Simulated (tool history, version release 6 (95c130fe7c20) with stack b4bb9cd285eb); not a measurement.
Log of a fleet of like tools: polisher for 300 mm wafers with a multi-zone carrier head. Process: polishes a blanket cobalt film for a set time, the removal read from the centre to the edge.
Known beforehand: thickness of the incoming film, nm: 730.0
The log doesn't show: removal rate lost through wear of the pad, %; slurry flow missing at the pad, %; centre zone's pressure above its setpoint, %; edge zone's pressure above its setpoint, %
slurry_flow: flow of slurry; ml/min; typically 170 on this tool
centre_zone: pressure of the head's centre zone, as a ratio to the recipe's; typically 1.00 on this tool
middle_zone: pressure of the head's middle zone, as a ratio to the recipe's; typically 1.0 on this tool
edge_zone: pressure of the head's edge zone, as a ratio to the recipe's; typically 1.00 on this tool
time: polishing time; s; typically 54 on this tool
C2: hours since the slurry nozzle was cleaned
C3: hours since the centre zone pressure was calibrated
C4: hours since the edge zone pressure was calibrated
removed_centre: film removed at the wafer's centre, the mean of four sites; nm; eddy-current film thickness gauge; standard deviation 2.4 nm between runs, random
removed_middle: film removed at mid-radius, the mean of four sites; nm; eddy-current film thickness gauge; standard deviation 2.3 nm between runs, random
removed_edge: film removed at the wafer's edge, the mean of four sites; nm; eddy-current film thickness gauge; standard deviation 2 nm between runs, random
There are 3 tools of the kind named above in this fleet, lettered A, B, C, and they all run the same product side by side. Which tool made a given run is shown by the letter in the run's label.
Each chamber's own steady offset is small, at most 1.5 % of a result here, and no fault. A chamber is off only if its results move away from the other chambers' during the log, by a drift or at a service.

Run 1A, hour 3.2: usual settings; wafers polished on this pad 812; C2 14.4; C3 1114.2; C4 677.0. Result: removed_centre 229.45 nm, removed_middle 226.41 nm, removed_edge 232.05 nm.
Run 2C, hour 7.2: usual settings; wafers polished on this pad 337; C2 669.4; C3 689.8; C4 562.9. Result: removed_centre 231.06 nm, removed_middle 230.19 nm, removed_edge 225.51 nm.
At hour 8.2: chamber B: slurry nozzle cleaned.
At hour 11.2: chamber B: worn pad replaced by a new one.
At hour 11.5: chamber A: worn pad replaced by a new one.
Run 3B, hour 11.9: usual settings; wafers polished on this pad 7; C2 3.7; C3 192.7; C4 13.6. Result: removed_centre 230.38 nm, removed_middle 226.08 nm, removed_edge 234.47 nm.
Run 4C, hour 15.7: usual settings; wafers polished on this pad 428; C2 677.9; C3 698.3; C4 571.4. Result: removed_centre 225.76 nm, removed_middle 232.21 nm, removed_edge 226.88 nm.
Run 5B, hour 18.7: usual settings but time 67 s; wafers polished on this pad 80; C2 10.5; C3 199.5; C4 20.4. Result: removed_centre 289.65 nm, removed_middle 288.35 nm, removed_edge 287.03 nm.
Run 6A, hour 22.2: usual settings but time 67 s; wafers polished on this pad 115; C2 33.4; C3 1133.2; C4 696.0. Result: removed_centre 286.89 nm, removed_middle 283.80 nm, removed_edge 284.59 nm.
Run 7A, hour 25.3: usual settings but time 67 s; wafers polished on this pad 149; C2 36.5; C3 1136.3; C4 699.1. Result: removed_centre 289.82 nm, removed_middle 280.93 nm, removed_edge 286.87 nm.
Run 8B, hour 27.9: usual settings; wafers polished on this pad 179; C2 19.7; C3 208.7; C4 29.6. Result: removed_centre 229.48 nm, removed_middle 232.32 nm, removed_edge 228.25 nm.
Run 9C, hour 32.1: usual settings; wafers polished on this pad 605; C2 694.3; C3 714.7; C4 587.8. Result: removed_centre 235.80 nm, removed_middle 229.93 nm, removed_edge 225.31 nm.
Run 10B, hour 35.6: usual settings; wafers polished on this pad 262; C2 27.4; C3 216.4; C4 37.3. Result: removed_centre 232.26 nm, removed_middle 227.95 nm, removed_edge 234.41 nm.
Run 11A, hour 41.1: usual settings; wafers polished on this pad 319; C2 52.3; C3 1152.1; C4 714.9. Result: removed_centre 228.10 nm, removed_middle 225.37 nm, removed_edge 235.18 nm.
Run 12C, hour 44.9: usual settings; wafers polished on this pad 743; C2 707.1; C3 727.5; C4 600.6. Result: removed_centre 234.55 nm, removed_middle 230.81 nm, removed_edge 225.70 nm.
Run 13C, hour 49.1: usual settings but slurry_flow 200 ml/min, time 38 s; wafers polished on this pad 788; C2 711.3; C3 731.7; C4 604.8. Result: removed_centre 167.66 nm, removed_middle 164.81 nm, removed_edge 165.45 nm.
Run 14A, hour 54.0: usual settings but slurry_flow 200 ml/min, time 38 s; wafers polished on this pad 457; C2 65.2; C3 1165.0; C4 727.8. Result: removed_centre 167.13 nm, removed_middle 161.81 nm, removed_edge 166.81 nm.
At hour 56.7: chamber A: edge zone pressure recalibrated.
Run 15B, hour 59.1: usual settings but slurry_flow 200 ml/min, time 38 s; wafers polished on this pad 515; C2 50.9; C3 239.9; C4 60.8. Result: removed_centre 169.27 nm, removed_middle 165.34 nm, removed_edge 167.92 nm.
Run 16C, hour 64.2: usual settings; wafers polished on this pad 950; C2 726.4; C3 746.8; C4 619.9. Result: removed_centre 228.40 nm, removed_middle 230.82 nm, removed_edge 224.99 nm.
Run 17B, hour 68.4: usual settings but time 61 s; wafers polished on this pad 615; C2 60.2; C3 249.2; C4 70.1. Result: removed_centre 256.22 nm, removed_middle 257.36 nm, removed_edge 266.84 nm.
Run 18A, hour 71.8: usual settings but time 61 s; wafers polished on this pad 649; C2 83.0; C3 1182.8; C4 15.2. Result: removed_centre 256.76 nm, removed_middle 256.86 nm, removed_edge 263.24 nm.
Run 19B, hour 75.0: usual settings but time 61 s; wafers polished on this pad 687; C2 66.8; C3 255.8; C4 76.7. Result: removed_centre 257.96 nm, removed_middle 258.53 nm, removed_edge 262.16 nm.
Run 20A, hour 79.1: usual settings; wafers polished on this pad 728; C2 90.3; C3 1190.1; C4 22.5. Result: removed_centre 228.61 nm, removed_middle 227.44 nm, removed_edge 233.58 nm.
Run 21C, hour 83.9: usual settings but edge_zone 0.96; wafers polished on this pad 1163; C2 746.1; C3 766.5; C4 639.6. Result: removed_centre 232.81 nm, removed_middle 228.75 nm, removed_edge 222.64 nm.
Run 22C, hour 86.8: usual settings but edge_zone 0.96; wafers polished on this pad 1194; C2 749.0; C3 769.4; C4 642.5. Result: removed_centre 230.11 nm, removed_middle 231.94 nm, removed_edge 224.58 nm.
Run 23B, hour 90.5: usual settings but edge_zone 0.96; wafers polished on this pad 853; C2 82.3; C3 271.3; C4 92.2. Result: removed_centre 229.34 nm, removed_middle 229.32 nm, removed_edge 224.01 nm.
Run 24A, hour 95.3: usual settings but slurry_flow 125 ml/min, centre_zone 1.05; wafers polished on this pad 902; C2 106.5; C3 1206.3; C4 38.7. Result: removed_centre 228.59 nm, removed_middle 216.41 nm, removed_edge 222.95 nm.
Run 25A, hour 98.0: usual settings but slurry_flow 125 ml/min, centre_zone 1.05; wafers polished on this pad 931; C2 109.2; C3 1209.0; C4 41.4. Result: removed_centre 226.67 nm, removed_middle 213.66 nm, removed_edge 219.36 nm.
At hour 98.4: chamber C: worn pad replaced by a new one.
At hour 102.7: chamber C: centre zone pressure recalibrated.
Run 26C, hour 103.5: usual settings but slurry_flow 125 ml/min, centre_zone 1.05; wafers polished on this pad 55; C2 765.7; C3 0.8; C4 659.2. Result: removed_centre 228.14 nm, removed_middle 216.63 nm, removed_edge 217.11 nm.
At hour 104.1: chamber B: worn pad replaced by a new one.
Run 27B, hour 107.7: usual settings but middle_zone 1.1; wafers polished on this pad 39; C2 99.5; C3 288.5; C4 109.4. Result: removed_centre 232.85 nm, removed_middle 251.96 nm, removed_edge 230.35 nm.
Run 28B, hour 110.2: usual settings but middle_zone 1.1; wafers polished on this pad 66; C2 102.0; C3 291.0; C4 111.9. Result: removed_centre 229.52 nm, removed_middle 254.43 nm, removed_edge 236.19 nm.
At hour 114.3: chamber A: worn pad replaced by a new one.
Run 29C, hour 114.7: usual settings but middle_zone 1.1; wafers polished on this pad 176; C2 776.9; C3 12.0; C4 670.4. Result: removed_centre 228.60 nm, removed_middle 255.92 nm, removed_edge 225.65 nm.
Run 30A, hour 119.7: usual settings; wafers polished on this pad 58; C2 130.9; C3 1230.7; C4 63.1. Result: removed_centre 230.53 nm, removed_middle 231.58 nm, removed_edge 228.92 nm.
Run 31B, hour 125.4: usual settings but time 70 s; wafers polished on this pad 229; C2 117.2; C3 306.2; C4 127.1. Result: removed_centre 297.55 nm, removed_middle 299.66 nm, removed_edge 295.40 nm.
Run 32A, hour 130.4: usual settings but time 70 s; wafers polished on this pad 173; C2 141.6; C3 1241.4; C4 73.8. Result: removed_centre 299.89 nm, removed_middle 289.71 nm, removed_edge 294.59 nm.
Run 33C, hour 134.8: usual settings but time 70 s; wafers polished on this pad 392; C2 797.0; C3 32.1; C4 690.5. Result: removed_centre 304.09 nm, removed_middle 297.64 nm, removed_edge 294.00 nm.
Run 34C, hour 139.1: usual settings; wafers polished on this pad 438; C2 801.3; C3 36.4; C4 694.8. Result: removed_centre 226.95 nm, removed_middle 230.12 nm, removed_edge 228.50 nm.
Run 35B, hour 142.0: usual settings; wafers polished on this pad 408; C2 133.8; C3 322.8; C4 143.7. Result: removed_centre 232.89 nm, removed_middle 225.09 nm, removed_edge 232.11 nm.
Run 36A, hour 146.3: usual settings; wafers polished on this pad 344; C2 157.5; C3 1257.3; C4 89.7. Result: removed_centre 232.46 nm, removed_middle 230.19 nm, removed_edge 230.66 nm.
Run 37A, hour 149.8: usual settings; wafers polished on this pad 382; C2 161.0; C3 1260.8; C4 93.2. Result: removed_centre 228.37 nm, removed_middle 227.56 nm, removed_edge 230.02 nm.
Run 38B, hour 154.0: usual settings; wafers polished on this pad 537; C2 145.8; C3 334.8; C4 155.7. Result: removed_centre 232.77 nm, removed_middle 231.19 nm, removed_edge 232.94 nm.

Decide between three cases: one chamber stands off from its peers, the gauge reading all wafers drifts, or nothing is wrong past each chamber's small offset. Where a chamber is off, say which and what most likely put it there.

No chamber is off and the gauge is stable; the differences are just each chamber's small, constant offset.
